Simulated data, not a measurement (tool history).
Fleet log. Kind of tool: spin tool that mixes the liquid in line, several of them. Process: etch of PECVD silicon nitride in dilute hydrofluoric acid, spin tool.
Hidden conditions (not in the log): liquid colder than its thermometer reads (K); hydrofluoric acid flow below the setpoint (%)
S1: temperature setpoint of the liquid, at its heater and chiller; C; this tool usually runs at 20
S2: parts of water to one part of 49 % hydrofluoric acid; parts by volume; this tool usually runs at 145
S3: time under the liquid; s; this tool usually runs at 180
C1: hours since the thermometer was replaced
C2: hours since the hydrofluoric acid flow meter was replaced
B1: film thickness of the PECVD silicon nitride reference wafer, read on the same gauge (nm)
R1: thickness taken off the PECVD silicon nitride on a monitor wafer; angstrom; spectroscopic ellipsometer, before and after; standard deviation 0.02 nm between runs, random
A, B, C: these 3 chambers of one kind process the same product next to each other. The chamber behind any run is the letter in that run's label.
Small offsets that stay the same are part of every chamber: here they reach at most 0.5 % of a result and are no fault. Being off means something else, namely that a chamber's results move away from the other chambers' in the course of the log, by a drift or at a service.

run,hour,S1,S2,S3,C1,C2,B1,R1
1A,8,20,145,180,1478.3,345.9,50.002,18.685
2C,12.9,20,145,180,694.8,663.2,49.997,18.674
3B,18.7,20,145,180,1288.9,540.1,50.006,18.748
4B,26.9,20,145,180,1297.1,548.3,50.006,19.046
5A,30.9,20,205,125,1501.2,368.8,49.998,9.4619
6C,36.8,20,205,125,718.7,687.1,49.996,9.3773
7A,40.6,20,205,125,1510.9,378.5,50.014,9.5224
8B,46.6,20,145,180,1316.8,568,49.992,18.986
9C,50.6,20,145,180,732.5,700.9,49.979,18.462
10A,55.8,20,145,180,1526.1,393.7,49.996,18.866
11B,61.3,20,145,180,1331.5,582.7,49.988,18.707
12C,67.4,20,145,180,749.3,717.7,50.003,19.199
13A,74.4,20,145,280,1544.7,412.3,50.013,29.473
# hour 82: chamber C: hydrofluoric acid flow meter replaced
14B,82.4,20,145,280,1352.6,603.8,49.996,29.042
15C,88.3,20,145,280,770.2,6.4,49.991,30.137
16C,96.4,20,145,180,778.3,14.5,49.998,19.109
17A,103.2,20,145,180,1573.5,441.1,49.993,18.726
18B,111.3,20,145,180,1381.5,632.7,49.992,18.752
19B,116.1,20,145,180,1386.3,637.5,49.996,18.15
20C,121.2,20,145,180,803.1,39.3,50.005,19.056
21A,128.2,20,145,180,1598.5,466.1,50.002,18.771
22A,136.1,24.5,145,95,1606.4,474,49.993,13.413
23B,143.8,24.5,145,95,1414,665.2,49.989,12.757
24C,148.7,24.5,145,95,830.6,66.8,49.986,13.599
25B,153.3,20,145,180,1423.5,674.7,50,18.001
26C,159.7,20,145,180,841.6,77.8,50.012,19.343
27A,163.6,20,145,180,1633.9,501.5,50.026,19.034
28A,171,20,145,180,1641.3,508.9,50.011,19.116
29B,178,20,145,180,1448.2,699.4,49.999,17.911
30C,183.2,20,145,180,865.1,101.3,49.988,18.776
31C,189.6,20,145,180,871.5,107.7,50.013,18.73
# hour 193.8: chamber A: thermometer replaced
32A,197.8,20,145,180,4.1,535.7,50.005,18.847
33B,202.9,20,195,110,1473.1,724.3,49.985,7.8634
34A,209.4,20,195,110,15.7,547.3,49.996,8.6454
35B,216.7,20,195,110,1486.9,738.1,49.995,7.8248
36C,221.8,20,145,180,903.7,139.9,50.008,18.916
37A,226.9,20,145,180,33.2,564.8,50.004,18.585
38C,232,20,145,180,913.9,150.1,49.999,18.507

Does one chamber stand apart from the rest, does the shared gauge drift, or is all well apart from small per-chamber offsets? Give the chamber and the most likely cause, where there is one.

Chamber B drifts away from the others.
Most likely cause: liquid colder than its thermometer reads (K) = 1.86.
The log may not separate it from: hydrofluoric acid flow below the setpoint (%).

Here are 4 candidates for chamber B's next run, each the usual settings with a change, their results left as question marks. Which one brings its results back in line with what the others give on the usual settings?
Counts as in line when no further than this from what the other chambers average on the usual settings: R1 0.71 angstrom
39B-1,237.9,20,135,205,,,,?
39B-2,237.9,20,145,150,,,,?
39B-3,237.9,20.5,140,190,,,,?
39B-4,237.9,19.5,150,170,,,,?

Mean of the other chambers on the usual settings: R1 18.955 angstrom
run,R1
39B-1,20.561
39B-2,14.024
39B-3,19.024
39B-4,14.86
39B-3 puts the chamber back in line with the other chambers.

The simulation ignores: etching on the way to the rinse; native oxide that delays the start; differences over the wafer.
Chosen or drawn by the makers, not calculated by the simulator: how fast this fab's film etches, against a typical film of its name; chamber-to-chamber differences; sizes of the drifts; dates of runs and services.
